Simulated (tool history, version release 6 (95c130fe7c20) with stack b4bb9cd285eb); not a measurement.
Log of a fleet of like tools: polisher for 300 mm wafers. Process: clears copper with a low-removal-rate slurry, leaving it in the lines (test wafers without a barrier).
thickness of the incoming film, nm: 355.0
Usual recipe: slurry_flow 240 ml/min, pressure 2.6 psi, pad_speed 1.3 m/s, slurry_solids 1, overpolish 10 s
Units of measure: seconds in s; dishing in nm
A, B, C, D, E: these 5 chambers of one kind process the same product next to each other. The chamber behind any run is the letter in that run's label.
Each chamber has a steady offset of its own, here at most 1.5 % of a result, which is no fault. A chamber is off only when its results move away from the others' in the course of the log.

run	hour	slurry_flow	pressure	pad_speed	slurry_solids	overpolish	wafers polished on this pad	hours since the slurry nozzle was cleaned	hours since the head pressure was calibrated	hours since the slurry blender was calibrated	seconds	dishing
# hour 7.9: chamber E: head pressure recalibrated
1B	8.1	240	2.6	1.3	1	10	172	332.8	57.9	81.4	107.5	24.327
2C	13.9	240	2.6	1.3	1	10	421	699.1	87.4	258.6	101.61	24.289
3D	21.9	240	2.6	1.3	1	10	802	122.2	215	278.1	104.17	24.47
4E	33.3	240	2.6	1.3	1	10	569	434.8	25.5	291.1	103.45	25.145
# hour 35.3: chamber C: slurry nozzle cleaned
5A	40.5	240	2.6	1.3	1	10	1002	161.3	414.9	381	99.022	24.834
6E	46.9	240	2.6	1.3	1	10	660	448.4	39.1	304.7	103.84	23.886
# hour 51.9: chamber E: worn pad replaced by a new one
# hour 56.4: chamber C: worn pad replaced by a new one
7A	58.3	240	2.6	1.3	1	10	1121	179.1	432.7	398.8	102.7	24.749
8B	64.4	240	2.6	1.3	1	10	548	389.1	114.2	137.7	102.32	24.666
# hour 66.9: chamber A: slurry blender recalibrated
9C	72.7	240	2.6	1.5	1	10	109	37.5	146.2	317.4	91.682	28.085
# hour 75.2: chamber A: worn pad replaced by a new one
10D	79.3	240	2.6	1.5	1	10	1185	179.6	272.4	335.5	87.715	27.61
11D	90	240	2.6	1.5	1	10	1256	190.3	283.1	346.2	87.249	28.231
# hour 91.5: chamber B: worn pad replaced by a new one
# hour 91.9: chamber D: slurry blender recalibrated
# hour 98.4: chamber E: slurry nozzle cleaned
# hour 100.2: chamber B: slurry blender recalibrated
12E	100.7	240	2.6	1.5	1	10	325	2.3	92.9	358.5	90.597	28.8
13B	106.8	240	2.6	1.5	1	10	102	431.5	156.6	6.6	92.324	27.717
# hour 108: chamber C: slurry blender recalibrated
# hour 109.4: chamber D: worn pad replaced by a new one
14A	116.9	240	2.6	1.3	1	10	278	237.7	491.3	50.1	103.46	24.338
# hour 119.3: chamber E: slurry blender recalibrated
15C	127.3	240	3.3	1.3	1	10	472	92.1	200.8	19.3	82.99	30.434
16B	138.1	240	3.3	1.3	1	10	310	462.8	187.9	37.9	83.178	30.49
17D	145.1	240	3.3	1.3	1	10	238	245.4	338.2	53.3	83.086	29.983
# hour 146.6: chamber B: slurry nozzle cleaned
# hour 149.4: chamber C: worn pad replaced by a new one
18C	155.2	240	3.3	1.3	1	10	39	120	228.7	47.2	81.482	30.187
19A	166.4	240	3.3	1.3	1	10	608	287.2	540.8	99.6	80.232	31.332
20E	174.2	210	2.6	1.3	1	4	815	75.8	166.4	54.9	106.34	10.214
21A	180.8	210	2.6	1.3	1	4	704	301.6	555.2	114	103.78	10.49
# hour 187.4: chamber E: worn pad replaced by a new one
# hour 189.7: chamber D: slurry nozzle cleaned
22E	189.8	210	2.6	1.3	1	4	16	91.4	182	70.5	102.6	10.22
23B	200	210	2.6	1.3	1	4	723	53.5	249.8	99.8	104.1	10.232
# hour 200.2: chamber B: worn pad replaced by a new one
24C	208.1	210	2.6	1.3	1	4	391	172.9	281.6	100.1	106.22	10.163
25D	219.7	240	2.6	1.3	1	10	735	30.1	412.8	127.9	105.85	24.626
26A	227.5	240	2.6	1.3	1	10	1015	348.3	601.9	160.7	103.31	24.791
27C	233.9	240	2.6	1.3	1	10	563	198.7	307.4	125.9	106.57	24.955
28D	240.2	240	2.6	1.3	1	10	872	50.6	433.3	148.4	101.49	24.17
# hour 243.8: chamber C: worn pad replaced by a new one
29E	247.5	240	2.6	1.3	1	10	400	149.1	239.7	128.2	104.28	24.469
30B	259	240	2.6	1.56	1	12	392	112.5	308.8	158.8	89.467	33.867
31D	267.1	240	2.6	1.56	1	12	1051	77.5	460.2	175.3	85.607	33.564
32C	276.4	240	2.6	1.56	1	12	217	241.2	349.9	168.4	86.328	34.319

Is one chamber off against the others, does the gauge drift, or is nothing wrong? If a chamber is off, say which, and what the likeliest cause is.

All chambers stay in line apart from their small fixed offsets, and the gauge does not drift.
